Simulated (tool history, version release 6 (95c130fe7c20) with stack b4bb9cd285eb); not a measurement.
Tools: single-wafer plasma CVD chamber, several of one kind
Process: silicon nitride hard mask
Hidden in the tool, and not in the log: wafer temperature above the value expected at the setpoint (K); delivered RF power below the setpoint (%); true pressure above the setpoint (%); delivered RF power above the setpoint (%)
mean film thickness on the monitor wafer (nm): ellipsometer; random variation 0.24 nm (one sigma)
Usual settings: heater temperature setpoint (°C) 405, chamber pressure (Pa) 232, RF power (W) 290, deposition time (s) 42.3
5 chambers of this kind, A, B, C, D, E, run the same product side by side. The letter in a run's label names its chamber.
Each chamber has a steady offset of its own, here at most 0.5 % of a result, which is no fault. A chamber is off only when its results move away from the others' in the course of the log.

run,hour,heater temperature setpoint (°C),chamber pressure (Pa),RF power (W),deposition time (s),hours since the last thermocouple change,hours since the last RF generator calibration,hours since the last manometer calibration,"read-back reference wafer on the same gauge, thickness_nm",mean film thickness on the monitor wafer (nm)
1B,9.8,405,232,290,42.3,296.1,318.3,1127.3,47.798,48.928
2C,15.1,405,232,290,42.3,215.0,434.0,1107.2,47.806,48.669
3E,23.1,405,232,290,42.3,1906.2,1408.3,667.3,47.813,48.671
4A,29.6,405,232,290,42.3,297.6,249.6,536.2,47.760,48.516
5D,35.3,405,232,290,42.3,240.6,1637.7,2747.0,47.846,48.424
# hour 39.5: chamber B: capacitance manometer re-zeroed and calibrated
# hour 40.8: chamber E: thermocouple changed; heater temperature recalibrated
6E,41.8,405,232,290,42.3,1.0,1427.0,686.0,47.771,48.377
7D,51.6,405,232,290,42.3,256.9,1654.0,2763.3,47.846,48.418
8C,56.1,399,232,290,42.3,256.0,475.0,1148.2,47.801,49.068
9B,64.1,399,232,290,42.3,350.4,372.6,24.6,47.826,48.506
10A,69.7,399,232,290,42.3,337.7,289.7,576.3,47.808,48.661
11D,78.5,399,232,290,42.3,283.8,1680.9,2790.2,47.822,48.640
12B,85.0,399,232,290,42.3,371.3,393.5,45.5,47.830,48.489
13A,89.4,405,181,290,48.1,357.4,309.4,596.0,47.842,51.632
14E,94.0,405,181,290,48.1,53.2,1479.2,738.2,47.832,50.590
# hour 98.1: chamber D: capacitance manometer re-zeroed and calibrated
15C,99.1,405,181,290,48.1,299.0,518.0,1191.2,47.759,52.093
16B,108.8,405,181,290,48.1,395.1,417.3,69.3,47.764,51.325
17E,117.6,405,181,290,48.1,76.8,1502.8,761.8,47.740,51.670
18D,123.5,405,232,290,42.3,328.8,1725.9,25.5,47.762,48.386
19C,128.4,405,232,290,42.3,328.3,547.3,1220.5,47.734,48.880
20A,138.3,405,232,290,42.3,406.3,358.3,644.9,47.771,48.446
21E,144.1,405,232,290,42.3,103.3,1529.3,788.3,47.801,48.371
22B,153.6,405,232,290,42.3,439.9,462.1,114.1,47.785,48.111
23A,161.5,405,232,290,42.3,429.5,381.5,668.1,47.777,48.552
24C,168.5,405,232,290,42.3,368.4,587.4,1260.6,47.827,49.149
25D,178.5,405,232,290,47.1,383.8,1780.9,80.5,47.870,53.957
26C,183.0,405,232,290,47.1,382.9,601.9,1275.1,47.793,54.487
27A,191.2,405,232,290,47.1,459.2,411.2,697.8,47.834,54.476
28D,197.4,405,232,290,47.1,402.7,1799.8,99.4,47.848,53.819
29B,204.1,405,232,290,47.1,490.4,512.6,164.6,47.807,54.023
30E,212.3,405,232,290,42.3,171.5,1597.5,856.5,47.797,48.380
31E,222.0,405,232,290,42.3,181.2,1607.2,866.2,47.744,48.827
32D,228.2,405,232,315,42.3,433.5,1830.6,130.2,47.822,51.483
33A,237.5,405,232,315,42.3,505.5,457.5,744.1,47.822,52.118

What goes on in this fleet: one chamber off, a drifting gauge, or nothing beyond the chambers' own small offsets? Name the chamber and the cause, if any.

No chamber stands off beyond its own small offset, and the gauge holds steady.
